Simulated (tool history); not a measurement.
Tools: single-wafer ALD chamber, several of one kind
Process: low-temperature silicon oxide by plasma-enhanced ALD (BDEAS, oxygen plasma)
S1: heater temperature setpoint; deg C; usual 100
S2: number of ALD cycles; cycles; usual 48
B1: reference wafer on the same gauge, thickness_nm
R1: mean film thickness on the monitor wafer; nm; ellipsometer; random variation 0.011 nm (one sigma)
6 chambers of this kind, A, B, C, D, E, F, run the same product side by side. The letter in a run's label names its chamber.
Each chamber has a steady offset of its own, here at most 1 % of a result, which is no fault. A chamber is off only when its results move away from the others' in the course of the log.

Run 1A, day 0.500: usual settings; B1 7.8614. Result: R1 6.9144 nm.
Run 2E, day 1.038: usual settings; B1 7.8646. Result: R1 6.8590 nm.
Run 3B, day 1.392: usual settings; B1 7.8664. Result: R1 6.8554 nm.
At day 1.604: chamber A: thermocouple changed; heater temperature recalibrated.
Run 4D, day 1.858: usual settings; B1 7.8664. Result: R1 6.8058 nm.
Run 5C, day 2.408: usual settings; B1 7.8669. Result: R1 6.7885 nm.
Run 6F, day 2.842: usual settings; B1 7.8669. Result: R1 6.8641 nm.
Run 7F, day 3.433: usual settings; B1 7.8694. Result: R1 6.8823 nm.
Run 8C, day 3.746: usual settings; B1 7.8676. Result: R1 6.7828 nm.
Run 9B, day 4.062: usual settings; B1 7.8677. Result: R1 6.8741 nm.
Run 10E, day 4.638: usual settings; B1 7.8739. Result: R1 6.8555 nm.
Run 11D, day 4.983: usual settings; B1 7.8727. Result: R1 6.8215 nm.
Run 12A, day 5.300: usual settings but S1 106 deg C, S2 43 cycles; B1 7.8725. Result: R1 6.1204 nm.
Run 13B, day 5.921: usual settings but S1 106 deg C, S2 43 cycles; B1 7.8800. Result: R1 6.0893 nm.
Run 14A, day 6.362: usual settings but S1 106 deg C, S2 43 cycles; B1 7.8770. Result: R1 6.1273 nm.
Run 15C, day 6.854: usual settings but S1 106 deg C, S2 43 cycles; B1 7.8744. Result: R1 6.0352 nm.
Run 16D, day 7.375: usual settings but S1 106 deg C, S2 43 cycles; B1 7.8778. Result: R1 6.0312 nm.
Run 17E, day 7.829: usual settings but S1 106 deg C, S2 43 cycles; B1 7.8798. Result: R1 6.0824 nm.
Run 18F, day 8.204: usual settings; B1 7.8784. Result: R1 6.8735 nm.
Run 19B, day 8.733: usual settings; B1 7.8827. Result: R1 6.8730 nm.
Run 20F, day 9.396: usual settings; B1 7.8836. Result: R1 6.8887 nm.
Run 21C, day 9.754: usual settings; B1 7.8832. Result: R1 6.7852 nm.
Run 22D, day 10.404: usual settings; B1 7.8879. Result: R1 6.7995 nm.
Run 23A, day 10.912: usual settings; B1 7.8908. Result: R1 6.9361 nm.
Run 24E, day 11.371: usual settings; B1 7.8900. Result: R1 6.8662 nm.
Run 25F, day 12.008: usual settings; B1 7.8879. Result: R1 6.8745 nm.
Run 26C, day 12.542: usual settings; B1 7.8950. Result: R1 6.8125 nm.
Run 27E, day 13.167: usual settings; B1 7.8953. Result: R1 6.8824 nm.
Run 28A, day 13.775: usual settings; B1 7.8923. Result: R1 6.9251 nm.
Run 29D, day 14.425: usual settings; B1 7.8978. Result: R1 6.8479 nm.
Run 30B, day 15.046: usual settings but S1 105 deg C, S2 53 cycles; B1 7.8953. Result: R1 7.5473 nm.
At day 15.179: chamber F: thermocouple changed; heater temperature recalibrated.
Run 31B, day 15.479: usual settings but S1 105 deg C, S2 53 cycles; B1 7.8976. Result: R1 7.5085 nm.
Run 32C, day 16.062: usual settings but S1 105 deg C, S2 53 cycles; B1 7.9029. Result: R1 7.4802 nm.
Run 33D, day 16.508: usual settings but S1 105 deg C, S2 53 cycles; B1 7.9009. Result: R1 7.4748 nm.
Run 34A, day 17.092: usual settings but S1 105 deg C, S2 53 cycles; B1 7.9051. Result: R1 7.5916 nm.
Run 35E, day 17.650: usual settings but S1 105 deg C, S2 53 cycles; B1 7.9014. Result: R1 7.5265 nm.
Run 36F, day 18.196: usual settings but S2 39 cycles; B1 7.9046. Result: R1 5.6135 nm.
Run 37C, day 18.567: usual settings but S2 39 cycles; B1 7.9064. Result: R1 5.5487 nm.
Run 38E, day 19.125: usual settings but S2 39 cycles; B1 7.9053. Result: R1 5.5996 nm.
Run 39A, day 19.458: usual settings but S2 39 cycles; B1 7.9073. Result: R1 5.6434 nm.
Run 40D, day 19.821: usual settings but S2 39 cycles; B1 7.9098. Result: R1 5.5528 nm.
Run 41B, day 20.392: usual settings but S2 39 cycles; B1 7.9079. Result: R1 5.6155 nm.

Is one chamber off against the others, does the gauge drift, or is nothing wrong? If a chamber is off, say which, and what the likeliest cause is.

The gauge drifts, so all chambers seem to drift together. No chamber is off.
Cause: gauge reads high (%) = 0.672.
